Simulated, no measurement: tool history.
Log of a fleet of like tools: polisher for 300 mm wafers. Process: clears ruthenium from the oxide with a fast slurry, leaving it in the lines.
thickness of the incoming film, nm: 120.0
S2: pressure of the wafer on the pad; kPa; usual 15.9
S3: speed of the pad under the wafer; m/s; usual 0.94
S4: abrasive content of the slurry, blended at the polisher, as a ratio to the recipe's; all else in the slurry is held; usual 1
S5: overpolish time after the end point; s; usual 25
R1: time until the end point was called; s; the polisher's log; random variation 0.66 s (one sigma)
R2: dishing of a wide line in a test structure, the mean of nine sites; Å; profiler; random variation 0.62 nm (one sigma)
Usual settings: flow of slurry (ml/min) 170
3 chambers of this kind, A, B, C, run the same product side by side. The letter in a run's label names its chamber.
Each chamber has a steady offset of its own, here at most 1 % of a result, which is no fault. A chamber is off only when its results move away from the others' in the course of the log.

Run 1A, day 0.117: usual settings. Result: R1 38.530 s, R2 426.38 Å.
Run 2B, day 0.262: usual settings. Result: R1 37.700 s, R2 420.98 Å.
Run 3C, day 0.479: usual settings. Result: R1 39.269 s, R2 425.46 Å.
Run 4C, day 0.662: usual settings. Result: R1 38.957 s, R2 430.99 Å.
Run 5A, day 0.792: usual settings. Result: R1 39.137 s, R2 436.05 Å.
At day 1.008: chamber C: worn pad replaced by a new one.
Run 6B, day 1.033: usual settings. Result: R1 38.430 s, R2 427.40 Å.
At day 1.104: chamber B: worn pad replaced by a new one.
Run 7C, day 1.183: usual settings. Result: R1 39.373 s, R2 417.89 Å.
Run 8A, day 1.400: usual settings. Result: R1 38.040 s, R2 422.38 Å.
Run 9B, day 1.583: usual settings. Result: R1 36.662 s, R2 429.21 Å.
Run 10A, day 1.817: usual settings. Result: R1 38.913 s, R2 430.22 Å.
Run 11C, day 1.975: usual settings. Result: R1 39.456 s, R2 413.96 Å.
Run 12B, day 2.217: usual settings. Result: R1 37.371 s, R2 437.87 Å.
Run 13A, day 2.417: usual settings. Result: R1 37.252 s, R2 428.79 Å.
At day 2.462: chamber A: worn pad replaced by a new one.
At day 2.642: chamber B: worn pad replaced by a new one.
Run 14C, day 2.642: usual settings. Result: R1 38.652 s, R2 411.35 Å.
Run 15B, day 2.900: usual settings. Result: R1 37.250 s, R2 429.54 Å.
Run 16C, day 3.150: usual settings. Result: R1 40.294 s, R2 407.65 Å.
Run 17B, day 3.308: usual settings. Result: R1 38.093 s, R2 424.67 Å.
Run 18A, day 3.542: usual settings. Result: R1 38.133 s, R2 437.29 Å.
Run 19B, day 3.783: usual settings. Result: R1 38.207 s, R2 432.28 Å.
At day 3.812: chamber C: worn pad replaced by a new one.
Run 20C, day 3.912: usual settings. Result: R1 39.927 s, R2 428.54 Å.
Run 21A, day 4.162: usual settings. Result: R1 37.536 s, R2 431.60 Å.
At day 4.171: chamber B: worn pad replaced by a new one.
Run 22B, day 4.404: usual settings. Result: R1 36.681 s, R2 422.57 Å.
Run 23C, day 4.617: usual settings. Result: R1 41.467 s, R2 398.83 Å.
Run 24A, day 4.862: usual settings. Result: R1 39.214 s, R2 429.29 Å.
Run 25A, day 5.046: usual settings. Result: R1 37.365 s, R2 434.34 Å.

Next, every chamber runs the same settings. What will each give?
Run 26A, day 5.233: usual settings but S3 1.08 m/s. Result: R1 ?, R2 ?.
Run 26B, day 5.233: usual settings but S3 1.08 m/s. Result: R1 ?, R2 ?.
Run 26C, day 5.233: usual settings but S3 1.08 m/s. Result: R1 ?, R2 ?.

run      R1      R2
26A  33.338  449.87
26B  33.135  465.49
26C  36.484  437.43
